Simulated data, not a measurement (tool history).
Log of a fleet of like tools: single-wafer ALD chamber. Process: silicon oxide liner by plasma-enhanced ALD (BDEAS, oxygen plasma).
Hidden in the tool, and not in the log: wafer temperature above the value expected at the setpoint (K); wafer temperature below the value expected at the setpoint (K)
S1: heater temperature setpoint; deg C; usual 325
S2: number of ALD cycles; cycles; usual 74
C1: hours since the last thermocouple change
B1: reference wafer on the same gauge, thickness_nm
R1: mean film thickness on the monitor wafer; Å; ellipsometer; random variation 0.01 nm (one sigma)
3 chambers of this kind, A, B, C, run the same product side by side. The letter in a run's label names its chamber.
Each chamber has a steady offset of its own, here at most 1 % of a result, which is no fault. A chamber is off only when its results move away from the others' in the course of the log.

run,hour,S1,S2,C1,B1,R1
1C,2.8,325,74,1366.1,6.7088,65.801
2B,6.8,325,74,1864.1,6.7089,66.153
3A,9.7,325,74,252.6,6.7087,66.661
4B,12.4,325,74,1869.7,6.7075,66.096
5C,15.6,325,74,1378.9,6.7074,65.898
6A,18.2,325,74,261.1,6.7025,66.827
# hour 18.5: chamber C: thermocouple changed; heater temperature recalibrated
7B,22.8,325,74,1880.1,6.7037,66.082
8C,25.8,325,74,7.4,6.7009,65.733
9A,28.3,325,74,271.2,6.7023,66.946
10B,31.8,314,88,1889.1,6.7005,79.943
11C,34.9,314,88,16.5,6.7021,79.224
12A,38.6,314,88,281.5,6.6964,80.488
13C,41.3,325,74,22.9,6.7004,65.682
14B,43.4,325,74,1900.7,6.6978,66.138
15A,46.3,325,74,289.2,6.6952,66.576
16A,50.8,337,74,293.7,6.6959,65.403
17C,53.3,337,74,34.9,6.6922,64.428
18B,57.8,337,74,1915.1,6.6887,64.942
19B,61.9,325,74,1919.2,6.6936,66.008
20A,65.6,325,62,308.5,6.6891,55.800
21C,68.1,325,62,49.7,6.6879,55.002
22C,72.2,325,62,53.8,6.6849,54.870
23A,74.8,325,74,317.7,6.6823,66.445
24B,77.4,325,74,1934.7,6.6867,65.671
25C,80.5,316,63,62.1,6.6817,56.688
26A,83.1,316,63,326.0,6.6828,57.239
27B,85.5,316,63,1942.8,6.6829,56.867
28A,87.9,325,74,330.8,6.6830,66.639
29B,92.2,325,74,1949.5,6.6786,65.811
30C,95.3,325,74,76.9,6.6777,65.560
31B,99.0,325,74,1956.3,6.6793,65.853
32C,102.2,319,63,83.8,6.6769,56.198
33A,104.2,319,63,347.1,6.6768,57.210
34B,107.7,319,63,1965.0,6.6742,56.666
35A,111.0,325,74,353.9,6.6728,66.592
36C,114.4,325,74,96.0,6.6717,65.301
37B,117.8,325,74,1975.1,6.6698,65.767
38A,120.5,325,74,363.4,6.6723,66.355
39C,124.3,325,74,105.9,6.6701,65.539
40A,127.6,325,74,370.5,6.6697,66.289
41B,131.0,325,74,1988.3,6.6686,65.624

All 3 chambers run these settings next. Forecast each chamber's results:
42A,134.3,325,74,,,?
42B,134.3,325,74,,,?
42C,134.3,325,74,,,?

run,R1
42A,66.456
42B,65.606
42C,65.433
